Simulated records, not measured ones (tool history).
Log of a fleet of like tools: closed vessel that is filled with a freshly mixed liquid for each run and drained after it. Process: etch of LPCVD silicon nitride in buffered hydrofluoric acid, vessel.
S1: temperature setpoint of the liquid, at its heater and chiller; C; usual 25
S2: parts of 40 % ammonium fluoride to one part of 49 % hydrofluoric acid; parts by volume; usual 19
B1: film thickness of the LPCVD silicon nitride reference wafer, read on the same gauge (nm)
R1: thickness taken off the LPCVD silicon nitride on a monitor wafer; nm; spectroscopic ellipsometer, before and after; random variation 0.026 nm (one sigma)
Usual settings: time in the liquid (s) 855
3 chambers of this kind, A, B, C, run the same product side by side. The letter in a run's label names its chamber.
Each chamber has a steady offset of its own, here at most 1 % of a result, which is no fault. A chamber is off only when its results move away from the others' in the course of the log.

{"run": "1A", "hour": 7.9, "S1": 25, "S2": 19, "time in the liquid (s)": 855, "B1": 49.998, "R1": 5.9615}
{"run": "2C", "hour": 22.4, "S1": 25, "S2": 19, "time in the liquid (s)": 855, "B1": 50.008, "R1": 6.0184}
{"run": "3B", "hour": 32.4, "S1": 25, "S2": 19, "time in the liquid (s)": 855, "B1": 50.011, "R1": 5.9827}
{"run": "4B", "hour": 40.9, "S1": 25, "S2": 19, "time in the liquid (s)": 855, "B1": 49.992, "R1": 5.9364}
{"run": "5C", "hour": 52.8, "S1": 25, "S2": 19, "time in the liquid (s)": 855, "B1": 50.008, "R1": 6.0129}
{"run": "6A", "hour": 66.4, "S1": 25, "S2": 19, "time in the liquid (s)": 855, "B1": 50.002, "R1": 5.9283}
{"run": "7A", "hour": 80.2, "S1": 25, "S2": 19, "time in the liquid (s)": 855, "B1": 49.995, "R1": 5.9206}
{"run": "8B", "hour": 87.1, "S1": 25, "S2": 19, "time in the liquid (s)": 855, "B1": 50.024, "R1": 5.9591}
{"run": "9C", "hour": 98.2, "S1": 25, "S2": 19, "time in the liquid (s)": 500, "B1": 50.018, "R1": 3.491}
{"run": "10C", "hour": 104.8, "S1": 25, "S2": 19, "time in the liquid (s)": 500, "B1": 49.999, "R1": 3.4908}
{"run": "11B", "hour": 117.2, "S1": 25, "S2": 19, "time in the liquid (s)": 500, "B1": 50.01, "R1": 3.4791}
{"run": "12A", "hour": 132.1, "S1": 25, "S2": 19, "time in the liquid (s)": 855, "B1": 49.985, "R1": 5.941}
{"run": "13A", "hour": 143.3, "S1": 27, "S2": 19, "time in the liquid (s)": 855, "B1": 49.984, "R1": 6.6356}
{"hour": 147.7, "done": "chamber A: thermometer replaced"}
{"run": "14B", "hour": 152.0, "S1": 27, "S2": 19, "time in the liquid (s)": 855, "B1": 50.002, "R1": 6.6191}
{"run": "15C", "hour": 165.9, "S1": 27, "S2": 19, "time in the liquid (s)": 855, "B1": 50.015, "R1": 6.5966}
{"run": "16A", "hour": 180.1, "S1": 25, "S2": 19, "time in the liquid (s)": 855, "B1": 50.002, "R1": 5.9765}
{"run": "17C", "hour": 189.9, "S1": 25, "S2": 19, "time in the liquid (s)": 855, "B1": 49.991, "R1": 5.9408}
{"run": "18B", "hour": 200.0, "S1": 25, "S2": 19, "time in the liquid (s)": 855, "B1": 50.022, "R1": 5.9868}
{"run": "19C", "hour": 207.4, "S1": 25, "S2": 19, "time in the liquid (s)": 855, "B1": 50.009, "R1": 5.9207}
{"run": "20B", "hour": 221.7, "S1": 25, "S2": 19, "time in the liquid (s)": 855, "B1": 50.005, "R1": 5.9479}
{"run": "21A", "hour": 235.6, "S1": 25, "S2": 19, "time in the liquid (s)": 855, "B1": 50.006, "R1": 5.9374}
{"run": "22C", "hour": 245.1, "S1": 29.5, "S2": 19, "time in the liquid (s)": 855, "B1": 50.008, "R1": 7.5554}
{"run": "23B", "hour": 253.2, "S1": 29.5, "S2": 19, "time in the liquid (s)": 855, "B1": 50.011, "R1": 7.6141}
{"run": "24A", "hour": 260.8, "S1": 29.5, "S2": 19, "time in the liquid (s)": 855, "B1": 49.992, "R1": 7.5842}
{"run": "25A", "hour": 272.1, "S1": 25, "S2": 19, "time in the liquid (s)": 855, "B1": 50.006, "R1": 5.9652}
{"run": "26C", "hour": 279.2, "S1": 25, "S2": 19, "time in the liquid (s)": 855, "B1": 50.003, "R1": 5.9103}
{"run": "27B", "hour": 291.3, "S1": 25, "S2": 19, "time in the liquid (s)": 855, "B1": 50.005, "R1": 5.9837}
{"run": "28A", "hour": 301.0, "S1": 25, "S2": 19, "time in the liquid (s)": 855, "B1": 49.983, "R1": 5.9655}
{"run": "29B", "hour": 314.1, "S1": 25, "S2": 19, "time in the liquid (s)": 855, "B1": 50.013, "R1": 5.9863}
{"run": "30C", "hour": 326.0, "S1": 25, "S2": 19, "time in the liquid (s)": 855, "B1": 49.992, "R1": 5.8874}
{"run": "31C", "hour": 339.0, "S1": 25, "S2": 19, "time in the liquid (s)": 855, "B1": 50.002, "R1": 5.8454}
{"run": "32B", "hour": 351.7, "S1": 25, "S2": 19, "time in the liquid (s)": 855, "B1": 49.999, "R1": 5.9915}
{"run": "33A", "hour": 363.8, "S1": 25, "S2": 19, "time in the liquid (s)": 855, "B1": 49.99, "R1": 5.9195}
{"run": "34A", "hour": 370.5, "S1": 25, "S2": 19, "time in the liquid (s)": 855, "B1": 49.995, "R1": 5.9668}
{"run": "35B", "hour": 383.5, "S1": 25, "S2": 19, "time in the liquid (s)": 855, "B1": 50.011, "R1": 5.9315}
{"run": "36C", "hour": 393.7, "S1": 25, "S2": 19, "time in the liquid (s)": 855, "B1": 50.036, "R1": 5.8631}
{"run": "37C", "hour": 404.2, "S1": 25, "S2": 19, "time in the liquid (s)": 855, "B1": 49.999, "R1": 5.8364}
{"run": "38A", "hour": 417.5, "S1": 25, "S2": 19, "time in the liquid (s)": 855, "B1": 49.995, "R1": 5.9543}
{"run": "39B", "hour": 426.4, "S1": 25, "S2": 19, "time in the liquid (s)": 855, "B1": 49.989, "R1": 5.983}
{"run": "40C", "hour": 433.8, "S1": 25, "S2": 19, "time in the liquid (s)": 640, "B1": 50.005, "R1": 4.3726}
{"run": "41B", "hour": 443.4, "S1": 25, "S2": 19, "time in the liquid (s)": 640, "B1": 50.012, "R1": 4.4292}

Is one chamber off against the others, does the gauge drift, or is nothing wrong? If a chamber is off, say which, and what the likeliest cause is.

Chamber C drifts away from the others.
Cause: liquid colder than its thermometer reads (K) = 0.643.
The log may not tell that from: hydrofluoric acid flow below the setpoint (%).

Here are 4 candidates for chamber C's next run, each the usual settings with a change, their results left as question marks. Which one brings its results back in line with what the others give on the usual settings?
In line means no further than this from the other chambers' mean on the usual settings: R1 0.091 nm
{"run": "42C-1", "hour": 454.2, "S1": 25, "S2": 19, "time in the liquid (s)": 870, "R1": "?"}
{"run": "42C-2", "hour": 454.2, "S1": 25, "S2": 18, "time in the liquid (s)": 855, "R1": "?"}
{"run": "42C-3", "hour": 454.2, "S1": 25, "S2": 19, "time in the liquid (s)": 835, "R1": "?"}
{"run": "42C-4", "hour": 454.2, "S1": 25, "S2": 19, "time in the liquid (s)": 810, "R1": "?"}

The other chambers' mean on the usual settings: R1 5.9511 nm
run=42C-1 R1=5.9422
run=42C-2 R1=6.1628
run=42C-3 R1=5.7031
run=42C-4 R1=5.5323
42C-1 brings the chamber back in line.
